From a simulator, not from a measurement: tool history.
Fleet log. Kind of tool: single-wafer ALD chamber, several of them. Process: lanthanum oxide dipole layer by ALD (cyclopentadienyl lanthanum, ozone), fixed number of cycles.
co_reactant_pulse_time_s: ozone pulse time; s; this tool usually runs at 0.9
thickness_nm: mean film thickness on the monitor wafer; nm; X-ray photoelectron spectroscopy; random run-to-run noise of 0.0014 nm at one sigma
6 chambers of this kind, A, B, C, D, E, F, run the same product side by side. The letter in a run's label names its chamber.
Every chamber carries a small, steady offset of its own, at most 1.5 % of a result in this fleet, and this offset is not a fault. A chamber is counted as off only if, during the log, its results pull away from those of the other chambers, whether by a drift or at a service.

| run | hour | co_reactant_pulse_time_s | read-back reference wafer on the same gauge, thickness_nm | thickness_nm |
|---|---|---|---|---|
| 1E | 8.8 | 0.9 | 0.49973 | 0.48346 |
| 2F | 17.3 | 0.9 | 0.49991 | 0.48085 |
| 3A | 25.9 | 0.9 | 0.50001 | 0.48707 |
| 4C | 33.1 | 0.9 | 0.50025 | 0.48233 |
| 5D | 39.6 | 0.9 | 0.49985 | 0.48348 |
| 6B | 45.8 | 0.9 | 0.50003 | 0.4842 |
| 7D | 53.3 | 0.9 | 0.49997 | 0.48422 |
| 8A | 63.9 | 0.9 | 0.49997 | 0.48534 |
| 9B | 72.1 | 0.9 | 0.50019 | 0.4876 |
| 10C | 77.5 | 0.9 | 0.50003 | 0.48632 |
|  | 85.1 | chamber F: thermocouple changed; heater temperature recalibrated |
| 11F | 85.7 | 0.9 | 0.50025 | 0.48281 |
| 12E | 93.5 | 0.9 | 0.49997 | 0.48339 |
| 13B | 99.6 | 0.9 | 0.49974 | 0.48901 |
| 14A | 105.6 | 0.9 | 0.50041 | 0.47974 |
| 15D | 115.3 | 1.14 | 0.50007 | 0.52222 |
| 16E | 120.7 | 1.14 | 0.49983 | 0.52021 |
| 17F | 129.2 | 1.14 | 0.50007 | 0.51656 |
| 18C | 137.2 | 1.14 | 0.50001 | 0.52175 |
| 19C | 144.7 | 1.14 | 0.50011 | 0.52127 |
| 20B | 150.4 | 1.14 | 0.50026 | 0.52682 |
| 21A | 158.7 | 0.9 | 0.50006 | 0.48084 |
| 22E | 163.7 | 0.9 | 0.50015 | 0.4846 |
| 23D | 173.9 | 0.9 | 0.49984 | 0.48265 |
| 24F | 182.6 | 0.9 | 0.49959 | 0.48114 |
| 25D | 187.3 | 0.9 | 0.50021 | 0.48386 |
| 26C | 195 | 0.9 | 0.50021 | 0.48338 |
|  | 198.8 | chamber E: ozone generator serviced |
| 27B | 205.6 | 1.15 | 0.49995 | 0.52859 |
| 28E | 213.9 | 1.15 | 0.49997 | 0.52315 |
| 29F | 220.5 | 1.15 | 0.50004 | 0.51635 |
| 30A | 229.3 | 1.15 | 0.49982 | 0.51337 |
| 31C | 234.9 | 1.15 | 0.50011 | 0.5211 |
| 32E | 242.6 | 1.15 | 0.50024 | 0.52099 |
| 33B | 251.7 | 0.9 | 0.49993 | 0.48834 |
| 34F | 257.7 | 0.9 | 0.49949 | 0.47977 |
| 35D | 266.5 | 0.9 | 0.49993 | 0.48815 |
| 36A | 274.8 | 0.9 | 0.49986 | 0.47049 |
| 37D | 281.7 | 0.9 | 0.50005 | 0.48612 |
| 38F | 288.8 | 0.9 | 0.49962 | 0.47955 |
| 39E | 297.3 | 0.9 | 0.50001 | 0.48604 |
| 40A | 308 | 0.9 | 0.49998 | 0.46978 |
| 41C | 314.3 | 1.21 | 0.50024 | 0.53134 |
| 42B | 324.3 | 1.21 | 0.50026 | 0.53383 |

Read the log: is a single chamber off, either drifting away or since a service, is the gauge that measures every chamber drifting, or is nothing wrong beyond small per-chamber offsets? Name any odd chamber and what most likely caused it.

Little by little, chamber A moves away from the other chambers.
Most likely cause: ozone dose below that of a generator just serviced (%) = 9.29.

Chamber A could run next with any of the 4 candidate recipes listed below; each alters the usual settings, and their results appear as question marks. Which one brings its results back in line with what the other chambers deliver on the usual settings?
A result is in line if it is within this distance of the other chambers' mean on the usual settings: thickness_nm 0.0048 nm
| 43A-1 | 332.1 | 0.82 |  | ? |
| 43A-2 | 332.1 | 0.93 |  | ? |
| 43A-3 | 332.1 | 0.98 |  | ? |
| 43A-4 | 332.1 | 0.87 |  | ? |

Other chambers, usual settings, mean: thickness_nm 0.48442 nm
| run | thickness_nm |
|---|---|
| 43A-1 | 0.45093 |
| 43A-2 | 0.47414 |
| 43A-3 | 0.48327 |
| 43A-4 | 0.46204 |
With 43A-3, the chamber falls back in line with the rest.

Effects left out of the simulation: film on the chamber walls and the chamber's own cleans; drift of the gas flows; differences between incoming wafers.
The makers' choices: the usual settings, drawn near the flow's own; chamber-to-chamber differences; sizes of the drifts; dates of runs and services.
